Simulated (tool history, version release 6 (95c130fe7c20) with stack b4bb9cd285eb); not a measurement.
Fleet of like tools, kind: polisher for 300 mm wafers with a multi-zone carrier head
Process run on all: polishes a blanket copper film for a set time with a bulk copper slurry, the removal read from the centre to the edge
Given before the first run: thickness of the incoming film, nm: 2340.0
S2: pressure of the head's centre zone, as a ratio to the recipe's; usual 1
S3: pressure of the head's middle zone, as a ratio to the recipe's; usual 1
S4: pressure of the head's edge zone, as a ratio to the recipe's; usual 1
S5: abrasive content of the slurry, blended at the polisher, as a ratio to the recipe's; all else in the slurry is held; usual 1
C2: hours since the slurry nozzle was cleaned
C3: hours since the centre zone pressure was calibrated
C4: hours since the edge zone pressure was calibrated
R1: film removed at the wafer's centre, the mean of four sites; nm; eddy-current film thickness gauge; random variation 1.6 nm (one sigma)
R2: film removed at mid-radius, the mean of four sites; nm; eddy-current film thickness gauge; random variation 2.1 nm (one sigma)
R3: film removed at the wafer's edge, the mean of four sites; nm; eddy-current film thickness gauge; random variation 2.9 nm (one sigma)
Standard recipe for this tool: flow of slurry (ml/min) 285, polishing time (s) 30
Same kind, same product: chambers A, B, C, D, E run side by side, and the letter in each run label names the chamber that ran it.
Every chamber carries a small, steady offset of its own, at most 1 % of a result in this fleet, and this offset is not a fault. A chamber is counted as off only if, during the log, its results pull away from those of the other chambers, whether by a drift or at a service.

At day 0.008: chamber C: worn pad replaced by a new one.
Run 1A, day 0.204: usual settings; wafers polished on this pad 489; C2 208.8; C3 902.8; C4 961.2. Result: R1 241.89 nm, R2 238.98 nm, R3 239.29 nm.
Run 2B, day 0.396: usual settings; wafers polished on this pad 481; C2 47.2; C3 27.2; C4 472.8. Result: R1 238.06 nm, R2 237.9 nm, R3 238.77 nm.
At day 0.517: chamber A: worn pad replaced by a new one.
Run 3E, day 0.646: usual settings; wafers polished on this pad 303; C2 41.1; C3 52.6; C4 22.9. Result: R1 238.9 nm, R2 239.85 nm, R3 236.67 nm.
Run 4D, day 0.908: usual settings; wafers polished on this pad 633; C2 167.5; C3 261.3; C4 406. Result: R1 238.58 nm, R2 240.93 nm, R3 241.96 nm.
Run 5C, day 1.146: usual settings; wafers polished on this pad 421; C2 351; C3 660.6; C4 291.8. Result: R1 242.97 nm, R2 237.3 nm, R3 244.23 nm.
Run 6B, day 1.308: usual settings; wafers polished on this pad 818; C2 69.1; C3 49.1; C4 494.7. Result: R1 236.86 nm, R2 238.73 nm, R3 242.65 nm.
At day 1.392: chamber E: worn pad replaced by a new one.
Run 7A, day 1.425: usual settings but S5 1.1; wafers polished on this pad 336; C2 238.1; C3 932.1; C4 990.5. Result: R1 243.41 nm, R2 243.09 nm, R3 244.34 nm.
Run 8D, day 1.683: usual settings but S5 1.1; wafers polished on this pad 920; C2 186.1; C3 279.9; C4 424.6. Result: R1 243.08 nm, R2 244.07 nm, R3 243.64 nm.
Run 9C, day 1.796: usual settings but S5 1.1; wafers polished on this pad 662; C2 366.6; C3 676.2; C4 307.4. Result: R1 247.26 nm, R2 245.05 nm, R3 249.18 nm.
At day 2: chamber C: worn pad replaced by a new one.
Run 10E, day 2: usual settings but S5 1.1; wafers polished on this pad 225; C2 73.6; C3 85.1; C4 55.4. Result: R1 245.51 nm, R2 247.77 nm, R3 251.9 nm.
At day 2.054: chamber A: worn pad replaced by a new one.
Run 11C, day 2.221: usual settings but S5 1.1; wafers polished on this pad 82; C2 376.8; C3 686.4; C4 317.6. Result: R1 244.91 nm, R2 245.93 nm, R3 242.24 nm.
Run 12D, day 2.371: usual settings; wafers polished on this pad 1174; C2 202.6; C3 296.4; C4 441.1. Result: R1 240.94 nm, R2 236.16 nm, R3 245.93 nm.
At day 2.517: chamber A: edge zone pressure recalibrated.
At day 2.554: chamber B: worn pad replaced by a new one.
At day 2.575: chamber D: worn pad replaced by a new one.
Run 13B, day 2.625: usual settings; wafers polished on this pad 27; C2 100.7; C3 80.7; C4 526.3. Result: R1 239.68 nm, R2 239.55 nm, R3 241.81 nm.
Run 14E, day 2.842: usual settings; wafers polished on this pad 537; C2 93.8; C3 105.3; C4 75.6. Result: R1 240.36 nm, R2 241.15 nm, R3 242.55 nm.
At day 2.983: chamber D: edge zone pressure recalibrated.
Run 15A, day 3.071: usual settings; wafers polished on this pad 377; C2 277.6; C3 971.6; C4 13.4. Result: R1 237.24 nm, R2 242.2 nm, R3 237.72 nm.
At day 3.075: chamber E: worn pad replaced by a new one.
Run 16D, day 3.258: usual settings; wafers polished on this pad 253; C2 223.9; C3 317.7; C4 6.6. Result: R1 237.61 nm, R2 237.3 nm, R3 242.91 nm.
Run 17C, day 3.412: usual settings; wafers polished on this pad 523; C2 405.4; C3 715; C4 346.2. Result: R1 239.26 nm, R2 245.31 nm, R3 240.29 nm.
Run 18E, day 3.592: usual settings; wafers polished on this pad 191; C2 111.8; C3 123.3; C4 93.6. Result: R1 240.11 nm, R2 239.01 nm, R3 242.95 nm.
At day 3.729: chamber A: worn pad replaced by a new one.
Run 19A, day 3.783: usual settings; wafers polished on this pad 21; C2 294.7; C3 988.7; C4 30.5. Result: R1 241.13 nm, R2 240.74 nm, R3 240.55 nm.
Run 20B, day 4.021: usual settings; wafers polished on this pad 543; C2 134.2; C3 114.2; C4 559.8. Result: R1 240.53 nm, R2 239.45 nm, R3 240.6 nm.
At day 4.154: chamber C: slurry nozzle cleaned.
Run 21A, day 4.208: usual settings; wafers polished on this pad 178; C2 304.9; C3 998.9; C4 40.7. Result: R1 241.06 nm, R2 245.15 nm, R3 241.33 nm.
Run 22C, day 4.45: usual settings; wafers polished on this pad 907; C2 7.2; C3 739.9; C4 371.1. Result: R1 241.52 nm, R2 242.58 nm, R3 238.41 nm.
At day 4.458: chamber C: worn pad replaced by a new one.
Run 23E, day 4.579: usual settings; wafers polished on this pad 557; C2 135.5; C3 147; C4 117.3. Result: R1 239.21 nm, R2 242.27 nm, R3 245.25 nm.
At day 4.721: chamber E: worn pad replaced by a new one.
Run 24B, day 4.788: usual settings; wafers polished on this pad 826; C2 152.6; C3 132.6; C4 578.2. Result: R1 240.79 nm, R2 239.05 nm, R3 240.46 nm.
Run 25D, day 4.921: usual settings but S3 1.06, S4 0.88; wafers polished on this pad 868; C2 263.8; C3 357.6; C4 46.5. Result: R1 240 nm, R2 250.7 nm, R3 227.49 nm.
Run 26A, day 5.183: usual settings but S3 1.06, S4 0.88; wafers polished on this pad 539; C2 328.3; C3 1022.3; C4 64.1. Result: R1 241.53 nm, R2 255.37 nm, R3 225.74 nm.
Run 27D, day 5.3: usual settings but S3 1.06, S4 0.88; wafers polished on this pad 1008; C2 272.9; C3 366.7; C4 55.6. Result: R1 240.39 nm, R2 249.66 nm, R3 222.12 nm.
Run 28C, day 5.471: usual settings but S3 1.06, S4 0.88; wafers polished on this pad 375; C2 31.7; C3 764.4; C4 395.6. Result: R1 243.01 nm, R2 254.8 nm, R3 226.98 nm.
Run 29E, day 5.7: usual settings but S3 1.06, S4 0.88; wafers polished on this pad 362; C2 162.4; C3 173.9; C4 144.2. Result: R1 240.35 nm, R2 254.21 nm, R3 226.87 nm.
Run 30B, day 5.962: usual settings; wafers polished on this pad 1261; C2 180.8; C3 160.8; C4 606.4. Result: R1 239.75 nm, R2 240.23 nm, R3 244.11 nm.
Run 31C, day 6.208: usual settings; wafers polished on this pad 647; C2 49.4; C3 782.1; C4 413.3. Result: R1 244.57 nm, R2 239.88 nm, R3 240.42 nm.
At day 6.333: chamber E: worn pad replaced by a new one.
Run 32D, day 6.412: usual settings; wafers polished on this pad 1419; C2 299.6; C3 393.4; C4 82.3. Result: R1 241.22 nm, R2 237.96 nm, R3 242.88 nm.
Run 33E, day 6.617: usual settings but S3 1.1, S5 1.15; wafers polished on this pad 105; C2 184.4; C3 195.9; C4 166.2. Result: R1 246.37 nm, R2 273.27 nm, R3 250.81 nm.
Run 34B, day 6.846: usual settings but S3 1.1, S5 1.15; wafers polished on this pad 1588; C2 202; C3 182; C4 627.6. Result: R1 245.56 nm, R2 269.51 nm, R3 243.08 nm.

All 5 chambers run these settings next. Forecast each chamber's results:
Run 35A, day 7.038: usual settings but S2 0.96. Result: R1 ?, R2 ?, R3 ?.
Run 35B, day 7.038: usual settings but S2 0.96. Result: R1 ?, R2 ?, R3 ?.
Run 35C, day 7.038: usual settings but S2 0.96. Result: R1 ?, R2 ?, R3 ?.
Run 35D, day 7.038: usual settings but S2 0.96. Result: R1 ?, R2 ?, R3 ?.
Run 35E, day 7.038: usual settings but S2 0.96. Result: R1 ?, R2 ?, R3 ?.

run      R1      R2      R3
35A  226.89  241.25  238.08
35B  231.24  239.57  244.79
35C  229.19  242.86  240.93
35D  230.76  236.82  239.35
35E  228.53  239.97  239.72

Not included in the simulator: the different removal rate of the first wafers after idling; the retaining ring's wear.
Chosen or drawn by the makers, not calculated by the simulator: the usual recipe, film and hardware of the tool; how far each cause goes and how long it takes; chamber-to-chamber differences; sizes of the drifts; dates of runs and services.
